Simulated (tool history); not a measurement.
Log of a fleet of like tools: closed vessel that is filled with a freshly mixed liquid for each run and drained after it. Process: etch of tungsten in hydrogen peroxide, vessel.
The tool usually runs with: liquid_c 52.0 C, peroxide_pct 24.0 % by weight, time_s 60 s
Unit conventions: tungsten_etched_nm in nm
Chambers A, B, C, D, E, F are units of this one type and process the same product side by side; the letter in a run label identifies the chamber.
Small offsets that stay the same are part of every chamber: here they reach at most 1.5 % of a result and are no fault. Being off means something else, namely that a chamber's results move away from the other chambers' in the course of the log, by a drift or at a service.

| run | day | liquid_c | peroxide_pct | time_s | hours since the thermometer was replaced | hours since the peroxide flow meter was replaced | hours since the drum of peroxide was connected | read-back film thickness of the tungsten reference wafer, read on the same gauge (nm) | tungsten_etched_nm |
|---|---|---|---|---|---|---|---|---|---|
| 1D | 0.429 | 52.0 | 24.0 | 60 | 55.8 | 301.8 | 476.8 | 120.00 | 111.540 |
|  | 0.658 | chamber C: new drum of peroxide connected |
| 2C | 0.842 | 52.0 | 24.0 | 60 | 779.2 | 280.9 | 4.5 | 119.96 | 109.310 |
| 3F | 1.338 | 52.0 | 24.0 | 60 | 1208.9 | 103.0 | 588.5 | 119.93 | 110.160 |
| 4E | 1.667 | 52.0 | 24.0 | 60 | 1204.0 | 605.9 | 903.7 | 119.98 | 109.710 |
|  | 2.200 | chamber F: new drum of peroxide connected |
| 5B | 2.283 | 52.0 | 24.0 | 60 | 90.1 | 852.0 | 587.6 | 120.00 | 110.120 |
| 6A | 2.592 | 56.5 | 24.0 | 60 | 351.1 | 765.6 | 543.4 | 119.99 | 143.860 |
| 7E | 2.917 | 56.5 | 24.0 | 60 | 1234.0 | 635.9 | 933.7 | 119.97 | 144.430 |
| 8F | 3.508 | 56.5 | 24.0 | 60 | 1261.0 | 155.1 | 31.5 | 120.00 | 144.350 |
|  | 3.942 | chamber E: new drum of peroxide connected |
| 9A | 4.067 | 56.5 | 24.0 | 60 | 386.5 | 801.0 | 578.8 | 120.01 | 143.340 |
| 10C | 4.379 | 56.5 | 24.0 | 60 | 864.1 | 365.8 | 89.4 | 120.00 | 143.930 |
| 11D | 4.975 | 56.5 | 24.0 | 60 | 164.9 | 410.9 | 585.9 | 119.95 | 144.990 |
| 12B | 5.600 | 52.0 | 24.0 | 60 | 169.7 | 931.6 | 667.2 | 119.99 | 108.950 |
| 13E | 6.046 | 52.0 | 24.0 | 60 | 1309.1 | 711.0 | 50.5 | 119.98 | 110.380 |
| 14F | 6.596 | 52.0 | 24.0 | 60 | 1335.1 | 229.2 | 105.6 | 120.04 | 111.480 |
| 15B | 7.200 | 52.0 | 24.0 | 60 | 208.1 | 970.0 | 705.6 | 120.01 | 109.220 |
| 16C | 7.538 | 52.0 | 24.0 | 45 | 939.9 | 441.6 | 165.2 | 120.05 | 81.908 |
| 17D | 8.150 | 52.0 | 24.0 | 45 | 241.1 | 487.1 | 662.1 | 119.99 | 83.074 |
|  | 8.471 | chamber A: peroxide flow meter replaced |
|  | 8.738 | chamber D: peroxide flow meter replaced |
| 18A | 8.767 | 52.0 | 24.0 | 45 | 499.3 | 7.2 | 691.6 | 120.06 | 80.901 |
|  | 8.967 | chamber A: new drum of peroxide connected |
| 19A | 9.442 | 52.0 | 24.0 | 45 | 515.5 | 23.4 | 11.5 | 120.00 | 82.138 |
|  | 9.696 | chamber B: peroxide flow meter replaced |
| 20D | 9.925 | 52.0 | 24.0 | 45 | 283.7 | 28.5 | 704.7 | 119.95 | 83.526 |
| 21F | 10.367 | 52.0 | 24.0 | 45 | 1425.6 | 319.7 | 196.1 | 120.00 | 83.390 |
| 22C | 11.017 | 52.0 | 24.0 | 60 | 1023.4 | 525.1 | 248.7 | 120.01 | 109.790 |
| 23E | 11.325 | 58.5 | 21.5 | 60 | 1435.8 | 837.7 | 177.2 | 120.03 | 154.060 |
|  | 11.392 | chamber A: thermometer replaced |
| 24B | 11.762 | 58.5 | 21.5 | 60 | 317.6 | 49.7 | 815.1 | 120.00 | 151.990 |
| 25A | 12.088 | 58.5 | 21.5 | 60 | 16.8 | 86.9 | 75.0 | 120.00 | 151.210 |
| 26F | 12.450 | 58.5 | 21.5 | 60 | 1475.6 | 369.7 | 246.1 | 120.02 | 153.940 |
| 27E | 13.092 | 58.5 | 21.5 | 60 | 1478.2 | 880.1 | 219.6 | 119.97 | 151.530 |
| 28C | 13.754 | 58.5 | 21.5 | 60 | 1089.1 | 590.8 | 314.4 | 119.97 | 152.670 |
| 29D | 14.288 | 52.0 | 24.0 | 60 | 388.4 | 133.2 | 809.4 | 119.93 | 110.510 |
| 30B | 14.850 | 52.0 | 24.0 | 60 | 391.7 | 123.8 | 889.2 | 120.05 | 109.420 |
| 31E | 15.158 | 52.0 | 24.0 | 60 | 1527.8 | 929.7 | 269.2 | 120.02 | 110.310 |
| 32C | 15.508 | 52.0 | 24.0 | 60 | 1131.2 | 632.9 | 356.5 | 120.02 | 109.640 |
| 33A | 15.925 | 52.0 | 18.0 | 40 | 108.9 | 179.0 | 167.1 | 120.08 | 62.784 |
| 34D | 16.500 | 52.0 | 18.0 | 40 | 441.5 | 186.3 | 862.5 | 119.99 | 64.061 |
| 35B | 16.917 | 52.0 | 18.0 | 40 | 441.3 | 173.4 | 938.8 | 120.00 | 63.111 |
| 36F | 17.242 | 52.0 | 18.0 | 40 | 1590.6 | 484.7 | 361.1 | 119.96 | 64.409 |
| 37B | 17.671 | 52.0 | 18.0 | 40 | 459.4 | 191.5 | 956.9 | 120.01 | 63.113 |
| 38D | 18.088 | 52.0 | 18.0 | 40 | 479.6 | 224.4 | 900.6 | 120.01 | 64.493 |
| 39F | 18.717 | 52.0 | 24.0 | 60 | 1626.0 | 520.1 | 396.5 | 120.03 | 110.860 |
| 40C | 19.121 | 52.0 | 24.0 | 60 | 1217.9 | 719.6 | 443.2 | 119.95 | 109.160 |
| 41E | 19.638 | 52.0 | 24.0 | 60 | 1635.3 | 1037.2 | 376.7 | 120.02 | 109.960 |

Next, every chamber runs the same settings. What will each give?
| 42A | 20.125 | 52.0 | 24.0 | 60 |  |  |  |  | ? |
| 42B | 20.125 | 52.0 | 24.0 | 60 |  |  |  |  | ? |
| 42C | 20.125 | 52.0 | 24.0 | 60 |  |  |  |  | ? |
| 42D | 20.125 | 52.0 | 24.0 | 60 |  |  |  |  | ? |
| 42E | 20.125 | 52.0 | 24.0 | 60 |  |  |  |  | ? |
| 42F | 20.125 | 52.0 | 24.0 | 60 |  |  |  |  | ? |

| run | tungsten_etched_nm |
|---|---|
| 42A | 109.720 |
| 42B | 110.180 |
| 42C | 109.420 |
| 42D | 110.780 |
| 42E | 109.390 |
| 42F | 110.350 |
